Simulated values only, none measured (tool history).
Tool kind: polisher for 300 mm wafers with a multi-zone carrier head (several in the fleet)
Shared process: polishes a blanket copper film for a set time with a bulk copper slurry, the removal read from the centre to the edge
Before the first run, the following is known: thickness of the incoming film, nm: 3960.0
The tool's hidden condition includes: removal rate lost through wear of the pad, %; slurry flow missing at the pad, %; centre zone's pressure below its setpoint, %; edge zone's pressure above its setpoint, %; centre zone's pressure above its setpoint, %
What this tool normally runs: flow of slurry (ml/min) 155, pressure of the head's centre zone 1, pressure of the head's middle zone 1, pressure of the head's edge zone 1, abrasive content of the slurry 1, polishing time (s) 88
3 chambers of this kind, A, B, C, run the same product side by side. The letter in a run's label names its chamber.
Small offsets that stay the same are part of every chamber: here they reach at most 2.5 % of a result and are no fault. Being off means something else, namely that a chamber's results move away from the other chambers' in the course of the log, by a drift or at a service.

run,hour,flow of slurry (ml/min),pressure of the head's centre zone,pressure of the head's middle zone,pressure of the head's edge zone,abrasive content of the slurry,polishing time (s),wafers polished on this pad,hours since the slurry nozzle was cleaned,hours since the centre zone pressure was calibrated,hours since the edge zone pressure was calibrated,film removed at the wafer's centre (angstrom),film removed at mid-radius (angstrom),film removed at the wafer's edge (angstrom)
1C,5.2,155,1,1,1,1,88,1218,7,218.9,99.7,5463,5499.1,5383
# hour 9: chamber B: worn pad replaced by a new one
2A,12.8,155,1,1,1,1,88,870,48.2,956.9,661.6,5425.7,5511.2,5498.7
3B,18.5,155,1,1,1,1,88,70,143.5,314.1,171.5,5478.3,5301.2,5356
# hour 20.5: chamber A: worn pad replaced by a new one
# hour 24.1: chamber C: worn pad replaced by a new one
4B,26,155,1,1,1,1,88,126,151,321.6,179,5421.5,5309.2,5431
5A,32.1,155,1,1,1,1,88,86,67.5,976.2,680.9,5480.5,5420.4,5500.7
6C,37.2,155,1,1,1,1,88,97,39,250.9,131.7,5504.8,5461.4,5481.4
7A,44.2,155,1,1,1,1,88,176,79.6,988.3,693,5446.3,5433.9,5490.3
8C,47.8,155,1,1,1,1,88,175,49.6,261.5,142.3,5509.3,5474.7,5355.8
9B,52.3,155,1,1,1,1,88,321,177.3,347.9,205.3,5514.1,5272.8,5459.2
10B,57,155,1,1,1,1,88,356,182,352.6,210,5343.6,5328.6,5437.7
11C,62,155,1,1,1,1,88,281,63.8,275.7,156.5,5454.4,5484.2,5478.6
12A,68.6,155,1,1,1,1,88,357,104,1012.7,717.4,5402.4,5431.4,5476.3
13B,72.1,155,1,1,1,1,88,468,197.1,367.7,225.1,5484.7,5419.7,5396.9
14A,77.6,155,1,1,1,1,88,424,113,1021.7,726.4,5455.9,5421.1,5435.9
15C,81.3,155,1,1,1,1,88,424,83.1,295,175.8,5530,5442.3,5396
16B,89.1,155,1,1,1,1,88,594,214.1,384.7,242.1,5546.5,5270.8,5446.2
17C,93.5,155,1,1,1,1,88,515,95.3,307.2,188,5572.8,5489.2,5410.7
18A,101.3,125,1,1,1,1,88,600,136.7,1045.4,750.1,5225.1,5212,5295.2
19C,105.6,125,1,1,1,1,88,605,107.4,319.3,200.1,5207.6,5220.2,5313.4
# hour 106.1: chamber B: slurry nozzle cleaned
20B,112.7,125,1,1,1,1,88,770,6.7,408.3,265.7,5237.4,5096.2,5229
21A,116.2,155,1,1,1,1,88,710,151.6,1060.3,765,5417.2,5404.8,5484.8
# hour 116.8: chamber A: centre zone pressure recalibrated
22B,123.9,155,1,1,1,1,88,853,17.9,419.5,276.9,5515.7,5337.5,5463
23C,129.3,155,1,1,1,1,88,781,131.1,343,223.8,5568.5,5523.1,5426.2
24A,134.7,155,1,1,1,1,88,848,170.1,18,783.5,4870,5484,5501
25B,140.9,155,1,1,1,1,88,979,34.9,436.5,293.9,5407.2,5340.8,5410.5
# hour 144.6: chamber A: worn pad replaced by a new one
26A,148.5,155,1,1,1,1,88,29,183.9,31.8,797.3,4878.1,5398.8,5498.8
27C,153.1,155,1,1,1,1,88,957,154.9,366.8,247.6,5587.3,5538.6,5399.8
# hour 157.4: chamber A: edge zone pressure recalibrated
28B,158.4,155,1,1,1,1,69,1109,52.4,454,311.4,4244.8,4176.8,4286.1
29C,162,155,1,1,1,1,69,1024,163.8,375.7,256.5,4242.8,4243.5,4189
30A,168.6,155,1,1,1,1,69,178,204,51.9,11.3,3866.5,4241.3,4249.1
31A,175.4,155,1,1,1,1,88,229,210.8,58.7,18.1,4968.9,5363.6,5486.4
32B,181.5,155,1,1,1,1,88,1281,75.5,477.1,334.5,5459.1,5301.7,5386.1
33C,187.4,155,1,1,1,1,88,1212,189.2,401.1,281.9,5476.7,5531.5,5406.5
34C,194.7,155,1,1,1,1,88,1266,196.5,408.4,289.2,5487.6,5534.9,5390.3

What goes on in this fleet: one chamber off, a drifting gauge, or nothing beyond the chambers' own small offsets? Name the chamber and the cause, if any.

After it was serviced, chamber A no longer matches the other chambers.
Most likely cause: centre zone's pressure below its setpoint, % = 8.34.

Chamber A could run next with any of the 4 candidate recipes listed below; each alters the usual settings, and their results appear as question marks. Which one brings its results back in line with what the other chambers deliver on the usual settings?
In line means no further than this from the other chambers' mean on the usual settings: film removed at the wafer's centre (angstrom) 200; film removed at mid-radius (angstrom) 170; film removed at the wafer's edge (angstrom) 120
35A-1,200.3,160,1.09,0.98,0.97,1,88,,,,,?,?,?
35A-2,200.3,165,1.16,0.97,0.94,1,88,,,,,?,?,?
35A-3,200.3,145,0.85,1.03,1.06,1,88,,,,,?,?,?
35A-4,200.3,150,0.91,1.02,1.03,1,88,,,,,?,?,?

Mean of the other chambers on the usual settings: film removed at the wafer's centre (angstrom) 5483.1; film removed at mid-radius (angstrom) 5393.8; film removed at the wafer's edge (angstrom) 5416.3
run,film removed at the wafer's centre (angstrom),film removed at mid-radius (angstrom),film removed at the wafer's edge (angstrom)
35A-1,5505.5,5339.4,5399.5
35A-2,5924.6,5316.9,5333.5
35A-3,4106.2,5492,5583.3
35A-4,4460.7,5477.6,5523.8
With 35A-1, the chamber falls back in line with the rest.

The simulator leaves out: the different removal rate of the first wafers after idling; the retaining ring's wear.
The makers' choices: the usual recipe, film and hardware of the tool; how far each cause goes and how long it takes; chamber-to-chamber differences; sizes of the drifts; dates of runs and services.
